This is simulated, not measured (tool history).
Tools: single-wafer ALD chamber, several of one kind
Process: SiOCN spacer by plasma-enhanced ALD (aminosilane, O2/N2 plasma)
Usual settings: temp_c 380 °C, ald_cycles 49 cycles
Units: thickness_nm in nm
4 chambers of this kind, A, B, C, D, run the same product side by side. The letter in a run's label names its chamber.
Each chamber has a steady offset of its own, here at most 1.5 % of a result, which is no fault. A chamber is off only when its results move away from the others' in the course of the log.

run,day,temp_c,ald_cycles,hours since the last thermocouple change,"read-back reference wafer on the same gauge, thickness_nm",thickness_nm
1C,0.546,380,49,851.9,2.3894,2.987
2A,0.896,380,49,640.7,2.3885,2.9482
3D,1.279,380,49,536.2,2.3875,2.956
4B,1.633,380,49,699.7,2.3881,2.9524
5B,1.942,380,49,707.1,2.3872,2.9501
6C,2.312,380,49,894.3,2.3865,2.9873
7A,2.854,380,49,687.7,2.387,2.9532
8D,3.458,380,49,588.5,2.3854,2.9576
9A,3.846,380,49,711.5,2.3836,2.9439
10B,4.129,380,49,759.6,2.3834,2.9456
11D,4.542,370,49,614.5,2.3836,2.9462
12C,5.15,370,49,962.4,2.383,2.985
13D,5.554,370,49,638.8,2.3811,2.9504
14B,6.058,370,49,805.9,2.3822,2.9456
15C,6.646,380,49,998.3,2.3809,2.9764
16A,7.242,380,49,793,2.3798,2.9423
17D,7.804,380,49,692.8,2.3788,2.9483
18C,8.067,380,49,1032.4,2.3797,2.9741
19A,8.438,380,49,821.7,2.3772,2.9393
20B,8.738,380,49,870.2,2.3786,2.9438
21A,9.121,380,49,838.1,2.3769,2.9361
22C,9.6,380,49,1069.2,2.3766,2.9741
23D,9.912,380,49,743.4,2.3763,2.949
24B,10.288,380,49,907.4,2.3757,2.9329

What goes on in this fleet: one chamber off, a drifting gauge, or nothing beyond the chambers' own small offsets? Name the chamber and the cause, if any.

The gauge drifts, so all chambers seem to drift together. No chamber is off.
Cause: gauge reads low (%) = 0.641.
